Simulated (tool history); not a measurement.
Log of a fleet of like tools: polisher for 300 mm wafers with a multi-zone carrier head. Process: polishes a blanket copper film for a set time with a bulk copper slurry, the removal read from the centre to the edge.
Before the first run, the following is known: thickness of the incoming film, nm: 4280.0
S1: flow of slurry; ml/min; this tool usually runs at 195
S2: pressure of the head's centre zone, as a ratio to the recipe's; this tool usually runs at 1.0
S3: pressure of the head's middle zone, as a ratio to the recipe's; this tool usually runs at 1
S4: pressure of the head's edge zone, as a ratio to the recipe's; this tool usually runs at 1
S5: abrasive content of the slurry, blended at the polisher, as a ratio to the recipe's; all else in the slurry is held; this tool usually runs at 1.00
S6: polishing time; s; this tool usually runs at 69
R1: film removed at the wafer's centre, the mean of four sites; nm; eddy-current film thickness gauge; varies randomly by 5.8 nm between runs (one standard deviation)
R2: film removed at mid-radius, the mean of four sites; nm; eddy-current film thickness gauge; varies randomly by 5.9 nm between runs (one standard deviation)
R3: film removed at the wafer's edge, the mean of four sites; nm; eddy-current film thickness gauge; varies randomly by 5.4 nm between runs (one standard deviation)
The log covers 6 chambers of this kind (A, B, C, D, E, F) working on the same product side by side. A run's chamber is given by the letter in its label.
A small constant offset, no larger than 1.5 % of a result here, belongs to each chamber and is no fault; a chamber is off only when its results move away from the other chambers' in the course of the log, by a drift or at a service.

Run 1A, hour 3.8: usual settings. Result: R1 413.62 nm, R2 429.19 nm, R3 422.57 nm.
At hour 3.9: chamber B: centre zone pressure recalibrated.
Run 2C, hour 8.7: usual settings. Result: R1 415.26 nm, R2 428.53 nm, R3 417.14 nm.
Run 3D, hour 14.7: usual settings. Result: R1 425.29 nm, R2 413.13 nm, R3 424.49 nm.
At hour 15.2: chamber A: worn pad replaced by a new one.
At hour 17.1: chamber F: slurry nozzle cleaned.
At hour 21.9: chamber D: worn pad replaced by a new one.
Run 4B, hour 23.0: usual settings. Result: R1 416.84 nm, R2 424.78 nm, R3 409.58 nm.
At hour 26.3: chamber D: centre zone pressure recalibrated.
Run 5F, hour 26.9: usual settings. Result: R1 415.00 nm, R2 414.16 nm, R3 416.60 nm.
At hour 31.9: chamber B: worn pad replaced by a new one.
Run 6E, hour 34.5: usual settings but S1 250 ml/min. Result: R1 433.58 nm, R2 441.84 nm, R3 427.82 nm.
Run 7B, hour 42.9: usual settings but S1 250 ml/min. Result: R1 436.61 nm, R2 434.90 nm, R3 431.58 nm.
At hour 43.8: chamber C: worn pad replaced by a new one.
Run 8F, hour 50.4: usual settings but S1 250 ml/min. Result: R1 431.19 nm, R2 429.37 nm, R3 432.61 nm.
At hour 51.3: chamber E: worn pad replaced by a new one.
Run 9D, hour 58.1: usual settings but S1 250 ml/min. Result: R1 437.53 nm, R2 434.18 nm, R3 437.54 nm.
Run 10A, hour 63.4: usual settings but S1 250 ml/min. Result: R1 447.79 nm, R2 429.75 nm, R3 434.43 nm.
Run 11E, hour 71.7: usual settings but S1 250 ml/min. Result: R1 428.96 nm, R2 442.79 nm, R3 439.90 nm.
At hour 75.3: chamber F: worn pad replaced by a new one.
At hour 78.6: chamber C: slurry nozzle cleaned.
Run 12C, hour 79.4: usual settings but S5 1.15, S6 80 s. Result: R1 485.78 nm, R2 511.94 nm, R3 506.78 nm.
At hour 79.8: chamber B: worn pad replaced by a new one.
Run 13D, hour 85.3: usual settings but S5 1.15, S6 80 s. Result: R1 498.55 nm, R2 492.37 nm, R3 492.10 nm.
Run 14B, hour 89.3: usual settings but S5 1.15, S6 80 s. Result: R1 497.11 nm, R2 497.02 nm, R3 493.42 nm.
At hour 93.4: chamber E: slurry nozzle cleaned.
Run 15C, hour 94.4: usual settings but S5 1.15, S6 80 s. Result: R1 517.48 nm, R2 507.44 nm, R3 498.35 nm.
At hour 95.0: chamber E: centre zone pressure recalibrated.
Run 16E, hour 98.1: usual settings but S5 1.15, S6 80 s. Result: R1 513.04 nm, R2 500.96 nm, R3 512.97 nm.
At hour 104.4: chamber A: worn pad replaced by a new one.
Run 17A, hour 106.0: usual settings but S5 1.15, S6 80 s. Result: R1 520.40 nm, R2 509.26 nm, R3 511.18 nm.
At hour 111.8: chamber A: edge zone pressure recalibrated.
Run 18F, hour 112.9: usual settings. Result: R1 427.52 nm, R2 417.60 nm, R3 422.11 nm.
At hour 114.3: chamber D: worn pad replaced by a new one.
Run 19E, hour 120.0: usual settings. Result: R1 428.20 nm, R2 415.29 nm, R3 421.82 nm.
At hour 120.4: chamber E: worn pad replaced by a new one.
At hour 121.2: chamber C: worn pad replaced by a new one.
Run 20A, hour 124.2: usual settings. Result: R1 409.51 nm, R2 420.91 nm, R3 423.87 nm.
Run 21F, hour 128.9: usual settings. Result: R1 422.54 nm, R2 415.26 nm, R3 426.24 nm.
At hour 129.0: chamber B: worn pad replaced by a new one.
Run 22C, hour 133.8: usual settings. Result: R1 420.56 nm, R2 428.46 nm, R3 420.89 nm.
At hour 134.4: chamber B: slurry nozzle cleaned.
Run 23D, hour 141.8: usual settings. Result: R1 410.68 nm, R2 417.95 nm, R3 418.54 nm.
Run 24B, hour 149.6: usual settings. Result: R1 412.39 nm, R2 418.22 nm, R3 422.02 nm.
Run 25B, hour 155.0: usual settings. Result: R1 419.91 nm, R2 417.44 nm, R3 429.98 nm.
At hour 157.6: chamber F: worn pad replaced by a new one.
Run 26F, hour 160.8: usual settings. Result: R1 417.40 nm, R2 416.92 nm, R3 410.82 nm.
Run 27D, hour 165.1: usual settings but S5 1.15. Result: R1 434.01 nm, R2 433.73 nm, R3 442.64 nm.
At hour 167.3: chamber E: edge zone pressure recalibrated.
Run 28E, hour 171.7: usual settings but S5 1.15. Result: R1 447.13 nm, R2 432.24 nm, R3 431.71 nm.
At hour 174.9: chamber B: worn pad replaced by a new one.
Run 29A, hour 178.8: usual settings but S5 1.15. Result: R1 439.54 nm, R2 431.18 nm, R3 442.43 nm.
Run 30C, hour 183.8: usual settings but S5 1.15. Result: R1 436.96 nm, R2 435.21 nm, R3 435.15 nm.
At hour 188.1: chamber E: worn pad replaced by a new one.
Run 31F, hour 190.6: usual settings but S5 1.15. Result: R1 435.13 nm, R2 432.54 nm, R3 430.02 nm.
At hour 195.7: chamber A: worn pad replaced by a new one.
Run 32B, hour 196.7: usual settings but S5 1.15. Result: R1 425.41 nm, R2 434.12 nm, R3 426.20 nm.
Run 33A, hour 204.8: usual settings. Result: R1 428.84 nm, R2 416.82 nm, R3 428.93 nm.
At hour 207.5: chamber C: centre zone pressure recalibrated.
Run 34E, hour 210.9: usual settings but S2 0.9. Result: R1 379.15 nm, R2 435.07 nm, R3 432.01 nm.
At hour 215.3: chamber D: worn pad replaced by a new one.
Run 35D, hour 216.3: usual settings but S2 0.9. Result: R1 369.27 nm, R2 411.99 nm, R3 423.00 nm.
At hour 216.9: chamber C: worn pad replaced by a new one.
Run 36C, hour 222.5: usual settings but S2 0.9. Result: R1 381.83 nm, R2 428.50 nm, R3 421.70 nm.
Run 37E, hour 226.3: usual settings but S2 0.9. Result: R1 381.66 nm, R2 419.86 nm, R3 423.10 nm.

Is one chamber out of step, is the gauge drifting, or do the chambers differ by no more than their own small offsets? For an off chamber, give its letter and the likeliest cause.

The fleet is healthy, with each chamber sitting at its usual small offset and no drift in the gauge.
